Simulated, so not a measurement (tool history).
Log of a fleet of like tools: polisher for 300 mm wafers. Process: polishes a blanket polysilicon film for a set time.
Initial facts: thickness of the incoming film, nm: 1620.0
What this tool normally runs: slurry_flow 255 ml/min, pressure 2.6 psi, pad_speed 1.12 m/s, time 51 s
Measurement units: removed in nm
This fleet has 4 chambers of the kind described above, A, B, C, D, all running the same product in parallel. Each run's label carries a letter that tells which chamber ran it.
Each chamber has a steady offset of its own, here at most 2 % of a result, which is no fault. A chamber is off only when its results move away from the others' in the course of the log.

run,hour,slurry_flow,pressure,pad_speed,time,removed
# hour 4.3: chamber D: worn pad replaced by a new one
1D,10,255,2.6,1.12,51,404.5
2A,18.8,255,2.6,1.12,51,406.88
3B,27,255,2.6,1.12,51,391.93
4C,37.3,255,2.6,1.12,51,397.53
# hour 38.1: chamber B: worn pad replaced by a new one
5A,43.7,255,2.6,1.12,51,408.21
6D,50.8,255,2.6,1.12,51,416.26
# hour 54: chamber A: worn pad replaced by a new one
7C,59.9,255,2.6,1.12,51,401.75
8B,67.4,255,3,1.12,51,453.83
9C,74.5,255,3,1.12,51,457.95
# hour 76.9: chamber D: worn pad replaced by a new one
10B,83.1,255,3,1.12,51,457.39
11A,93.3,255,3,1.12,51,473.78
# hour 96.5: chamber C: worn pad replaced by a new one
12D,98.7,255,2.6,1.12,51,411.46
# hour 102.7: chamber B: worn pad replaced by a new one
13D,103.6,340,2.1,1.12,51,346.58
14C,113.2,340,2.1,1.12,51,334.52
# hour 113.8: chamber C: head pressure recalibrated
15B,120.4,340,2.1,1.12,51,326.89
16A,125.8,340,2.1,1.12,51,339.34
# hour 127.5: chamber A: worn pad replaced by a new one
17A,131.4,255,2.6,1.12,51,411.85
18D,140.7,255,2.6,1.12,51,421.52
# hour 141.5: chamber D: worn pad replaced by a new one
19C,146,255,2.6,1.12,51,406.25
20B,153.4,255,2.6,1.12,51,398.5
21A,160.1,255,2.6,1.12,51,401.13
# hour 161.8: chamber B: worn pad replaced by a new one
22B,168.8,255,2.6,1.12,51,393.43
23C,178.9,255,2.6,1.12,51,398.6
# hour 187.5: chamber A: worn pad replaced by a new one
24D,188.6,255,2.6,1.12,51,425.91
25D,193.8,255,2.6,1.12,51,426.84
26B,202.4,255,2.6,1.12,51,395.34
27C,207.4,255,2.6,1.12,51,405.74
# hour 213.5: chamber B: worn pad replaced by a new one
# hour 214.6: chamber C: slurry nozzle cleaned
28A,215.4,255,2.6,1.12,51,400.25
# hour 216.9: chamber D: worn pad replaced by a new one
29B,220.1,255,2.6,1.12,51,399.15
# hour 222.5: chamber C: worn pad replaced by a new one
30A,230.8,255,2.6,1.12,51,410.83
31C,240.8,255,2.6,1.12,51,407.5
32D,251.3,255,2.6,1.12,51,436.21
33C,256.7,255,2.6,1.12,51,401.07
# hour 259.3: chamber A: worn pad replaced by a new one
34D,261.7,255,2.6,1.12,51,441.03
# hour 268: chamber B: worn pad replaced by a new one
35A,268.6,255,2.6,1.12,51,402.78
36B,277.1,255,2.6,1.12,51,394.54
# hour 284.4: chamber A: slurry nozzle cleaned
37B,284.9,255,2.6,1.12,51,398.73
# hour 294.8: chamber D: worn pad replaced by a new one
38A,295.5,185,2.6,1.12,44,335.36
39D,301.7,185,2.6,1.12,44,366.97

Each of the 4 chambers runs these same settings next. Fill in every chamber's results:
40A,309.5,255,2.6,1.12,51,?
40B,309.5,255,2.6,1.12,51,?
40C,309.5,255,2.6,1.12,51,?
40D,309.5,255,2.6,1.12,51,?

run,removed
40A,401.12
40B,405.03
40C,397.74
40D,441.79
